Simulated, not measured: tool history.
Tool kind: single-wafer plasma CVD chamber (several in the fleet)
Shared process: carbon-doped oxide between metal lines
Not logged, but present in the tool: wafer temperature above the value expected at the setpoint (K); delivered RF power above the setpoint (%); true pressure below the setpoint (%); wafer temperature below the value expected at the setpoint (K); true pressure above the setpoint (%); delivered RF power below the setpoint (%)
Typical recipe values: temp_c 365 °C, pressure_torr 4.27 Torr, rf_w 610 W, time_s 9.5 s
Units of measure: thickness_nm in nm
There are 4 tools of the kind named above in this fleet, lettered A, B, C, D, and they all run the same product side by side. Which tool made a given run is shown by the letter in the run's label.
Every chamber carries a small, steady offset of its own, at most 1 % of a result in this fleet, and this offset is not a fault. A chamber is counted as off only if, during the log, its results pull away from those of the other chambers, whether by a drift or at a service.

run,hour,temp_c,pressure_torr,rf_w,time_s,hours since the last thermocouple change,hours since the last RF generator calibration,hours since the last manometer calibration,"read-back reference wafer on the same gauge, thickness_nm",thickness_nm
1A,6.3,365,4.27,610,9.5,1756.8,1006.6,1518.1,53.673,52.722
# hour 12.8: chamber A: thermocouple changed; heater temperature recalibrated
2B,17,365,4.27,610,9.5,1258.7,2039.1,266.8,53.749,53.036
3D,29,365,4.27,610,9.5,953.9,790.8,1122.8,53.682,52.327
4C,38.5,365,4.27,610,9.5,1685.8,115.5,851.1,53.707,52.823
5B,46.5,365,4.27,610,8.27,1288.2,2068.6,296.3,53.695,45.906
6C,52.7,365,4.27,610,8.27,1700,129.7,865.3,53.679,45.966
7D,64.3,365,4.27,610,8.27,989.2,826.1,1158.1,53.733,45.765
8A,76.4,365,4.27,610,8.27,63.7,1076.7,1588.2,53.696,45.966
9D,86.2,365,4.27,610,9.5,1011.1,848,1180,53.692,52.347
10A,92,365,4.27,610,9.5,79.3,1092.3,1603.8,53.721,52.454
11B,98.7,365,4.27,610,9.5,1340.4,2120.8,348.5,53.714,52.708
12C,108.1,365,4.27,610,9.5,1755.4,185.1,920.7,53.708,52.61
# hour 108.2: chamber A: capacitance manometer re-zeroed and calibrated
13B,115.4,365,4.27,610,9.5,1357.1,2137.5,365.2,53.728,52.865
14C,124,365,4.27,610,9.5,1771.3,201,936.6,53.691,52.754
15D,134.5,365,4.27,610,9.5,1059.4,896.3,1228.3,53.693,52.345
# hour 139.8: chamber A: RF generator calibrated
16A,141.9,365,4.27,610,9.5,129.2,2.1,33.8,53.673,52.616
17C,152.2,365,4.27,565,7.9,1799.5,229.2,964.8,53.713,41.746
18B,163.2,365,4.27,565,7.9,1404.9,2185.3,413,53.68,41.931
19A,174.2,365,4.27,565,7.9,161.5,34.4,66.1,53.674,41.849
20D,184.9,365,4.27,565,7.9,1109.8,946.7,1278.7,53.671,41.498
21C,190.5,365,4.27,610,9.5,1837.8,267.5,1003.1,53.683,52.724
22A,198.3,365,4.27,610,9.5,185.6,58.5,90.2,53.702,52.473
23D,208.8,365,4.27,610,9.5,1133.7,970.6,1302.6,53.733,52.526
# hour 216.1: chamber B: RF generator calibrated
24B,216.9,365,4.27,610,9.5,1458.6,0.8,466.7,53.659,52.762
25B,227.6,365,4.27,610,9.5,1469.3,11.5,477.4,53.7,52.73
26C,234.4,365,4.27,610,9.5,1881.7,311.4,1047,53.713,52.835
27A,243.9,365,4.27,610,9.5,231.2,104.1,135.8,53.709,52.429
28D,256.1,352,4.27,610,9.5,1181,1017.9,1349.9,53.684,54.181
29C,266.1,352,4.27,610,9.5,1913.4,343.1,1078.7,53.727,54.349
30B,275.7,352,4.27,610,9.5,1517.4,59.6,525.5,53.714,54.645
31D,285.9,352,4.27,610,9.5,1210.8,1047.7,1379.7,53.729,54.13
32A,296.7,365,4.27,610,9.5,284,156.9,188.6,53.697,52.448
33C,302.4,365,4.27,610,9.5,1949.7,379.4,1115,53.739,52.596
34B,308.9,365,4.27,610,9.5,1550.6,92.8,558.7,53.686,52.817
35D,314.8,365,4.27,610,9.5,1239.7,1076.6,1408.6,53.709,52.227

The same settings go to every chamber for the next run, one line per chamber below. Forecast the results for each:
36A,323.8,356,4.27,610,9.5,,,,,?
36B,323.8,356,4.27,610,9.5,,,,,?
36C,323.8,356,4.27,610,9.5,,,,,?
36D,323.8,356,4.27,610,9.5,,,,,?

run,thickness_nm
36A,53.671
36B,53.878
36C,53.787
36D,53.402
